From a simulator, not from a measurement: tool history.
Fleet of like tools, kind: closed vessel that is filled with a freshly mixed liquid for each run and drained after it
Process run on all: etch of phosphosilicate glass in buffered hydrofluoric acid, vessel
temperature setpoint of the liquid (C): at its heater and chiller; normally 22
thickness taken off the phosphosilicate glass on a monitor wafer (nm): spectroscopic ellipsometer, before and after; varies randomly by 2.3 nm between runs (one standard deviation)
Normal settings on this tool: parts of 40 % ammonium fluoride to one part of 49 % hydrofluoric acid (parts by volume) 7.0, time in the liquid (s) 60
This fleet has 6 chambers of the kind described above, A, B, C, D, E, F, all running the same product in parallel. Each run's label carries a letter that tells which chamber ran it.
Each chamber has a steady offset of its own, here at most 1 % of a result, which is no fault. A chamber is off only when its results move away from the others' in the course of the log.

| run | day | temperature setpoint of the liquid (C) | parts of 40 % ammonium fluoride to one part of 49 % hydrofluoric acid (parts by volume) | time in the liquid (s) | hours since the thermometer was replaced | hours since the hydrofluoric acid flow meter was replaced | read-back film thickness of the phosphosilicate glass reference wafer, read on the same gauge (nm) | thickness taken off the phosphosilicate glass on a monitor wafer (nm) |
|---|---|---|---|---|---|---|---|---|
| 1B | 0.329 | 22 | 7.0 | 60 | 1271.2 | 68.7 | 69.966 | 453.23 |
| 2C | 0.621 | 22 | 7.0 | 60 | 521.5 | 1634.1 | 70.034 | 462.24 |
| 3E | 1.142 | 22 | 7.0 | 60 | 1039.8 | 36.7 | 69.971 | 456.13 |
| 4A | 1.600 | 22 | 7.0 | 60 | 765.6 | 1889.2 | 70.010 | 463.16 |
| 5D | 1.833 | 22 | 7.0 | 60 | 1686.6 | 783.8 | 69.983 | 463.12 |
| 6F | 2.079 | 22 | 7.0 | 60 | 693.0 | 981.9 | 70.009 | 456.64 |
| 7F | 2.479 | 22 | 7.0 | 60 | 702.6 | 991.5 | 70.000 | 458.94 |
| 8B | 2.729 | 22 | 5.0 | 90 | 1328.8 | 126.3 | 70.012 | 903.98 |
| 9C | 3.062 | 22 | 5.0 | 90 | 580.1 | 1692.7 | 69.992 | 923.89 |
|  | 3.354 | chamber D: hydrofluoric acid flow meter replaced |
| 10E | 3.462 | 22 | 5.0 | 90 | 1095.5 | 92.4 | 70.032 | 924.79 |
| 11D | 3.738 | 22 | 5.0 | 90 | 1732.3 | 9.3 | 69.978 | 916.59 |
| 12A | 4.096 | 22 | 5.0 | 90 | 825.5 | 1949.1 | 69.981 | 915.26 |
|  | 4.446 | chamber C: hydrofluoric acid flow meter replaced |
| 13D | 4.542 | 22 | 5.0 | 90 | 1751.6 | 28.6 | 69.959 | 922.88 |
| 14C | 4.838 | 22 | 7.0 | 60 | 622.7 | 9.5 | 69.986 | 460.95 |
| 15F | 5.171 | 22 | 7.0 | 60 | 767.2 | 1056.1 | 70.031 | 457.54 |
| 16A | 5.675 | 22 | 7.0 | 60 | 863.4 | 1987.0 | 69.986 | 465.84 |
| 17E | 5.933 | 22 | 7.0 | 60 | 1154.8 | 151.7 | 70.007 | 457.04 |
| 18B | 6.350 | 22 | 7.0 | 60 | 1415.7 | 213.2 | 70.035 | 455.80 |
| 19A | 6.796 | 22 | 7.0 | 60 | 890.3 | 2013.9 | 70.006 | 465.44 |
| 20F | 7.067 | 22 | 7.0 | 60 | 812.7 | 1101.6 | 69.994 | 461.03 |
| 21B | 7.579 | 22 | 7.0 | 60 | 1445.2 | 242.7 | 70.017 | 457.13 |
| 22D | 7.958 | 24 | 5.5 | 60 | 1833.6 | 110.6 | 69.967 | 630.76 |
| 23C | 8.350 | 24 | 5.5 | 60 | 707.0 | 93.8 | 69.993 | 636.77 |
| 24E | 8.742 | 24 | 5.5 | 60 | 1222.2 | 219.1 | 70.017 | 635.48 |
| 25C | 9.042 | 24 | 5.5 | 60 | 723.6 | 110.4 | 70.016 | 633.68 |
| 26E | 9.375 | 24 | 5.5 | 60 | 1237.4 | 234.3 | 69.970 | 631.30 |
| 27B | 9.683 | 24 | 5.5 | 60 | 1495.7 | 293.2 | 69.963 | 620.53 |
| 28F | 9.983 | 22 | 7.0 | 60 | 882.7 | 1171.6 | 69.993 | 459.68 |
| 29A | 10.242 | 22 | 7.0 | 60 | 973.0 | 2096.6 | 70.007 | 479.61 |
|  | 10.621 | chamber F: thermometer replaced |
| 30D | 10.742 | 22 | 7.0 | 60 | 1900.4 | 177.4 | 70.018 | 461.55 |
| 31C | 10.975 | 22 | 7.0 | 60 | 770.0 | 156.8 | 69.989 | 465.10 |
| 32E | 11.262 | 22 | 7.0 | 60 | 1282.7 | 279.6 | 69.997 | 461.77 |
| 33B | 11.621 | 22 | 7.0 | 60 | 1542.2 | 339.7 | 70.017 | 460.56 |
| 34F | 11.854 | 22 | 7.0 | 60 | 29.6 | 1216.5 | 70.010 | 463.55 |
| 35A | 12.308 | 18 | 10.0 | 60 | 1022.6 | 2146.2 | 70.029 | 275.41 |
| 36D | 12.567 | 18 | 10.0 | 60 | 1944.2 | 221.2 | 70.016 | 264.54 |
| 37F | 12.992 | 18 | 10.0 | 60 | 56.9 | 1243.8 | 69.955 | 256.46 |
| 38A | 13.371 | 18 | 10.0 | 60 | 1048.1 | 2171.7 | 70.033 | 278.52 |
| 39D | 13.842 | 18 | 10.0 | 60 | 1974.8 | 251.8 | 70.002 | 263.67 |
| 40E | 14.275 | 18 | 10.0 | 60 | 1355.0 | 351.9 | 69.995 | 260.46 |
| 41B | 14.679 | 22 | 7.0 | 60 | 1615.6 | 413.1 | 70.029 | 453.81 |
| 42C | 15.025 | 22 | 7.0 | 60 | 867.2 | 254.0 | 70.021 | 463.38 |
| 43E | 15.354 | 22 | 7.0 | 60 | 1380.9 | 377.8 | 70.028 | 454.98 |

All chambers now run identical settings, listed one chamber a line with results as question marks. What results will each chamber show?
| 44A | 15.729 | 22 | 7.0 | 60 |  |  |  | ? |
| 44B | 15.729 | 22 | 7.0 | 60 |  |  |  | ? |
| 44C | 15.729 | 22 | 7.0 | 60 |  |  |  | ? |
| 44D | 15.729 | 22 | 7.0 | 60 |  |  |  | ? |
| 44E | 15.729 | 22 | 7.0 | 60 |  |  |  | ? |
| 44F | 15.729 | 22 | 7.0 | 60 |  |  |  | ? |

| run | thickness taken off the phosphosilicate glass on a monitor wafer (nm) |
|---|---|
| 44A | 499.25 |
| 44B | 456.86 |
| 44C | 465.01 |
| 44D | 457.64 |
| 44E | 461.07 |
| 44F | 461.79 |
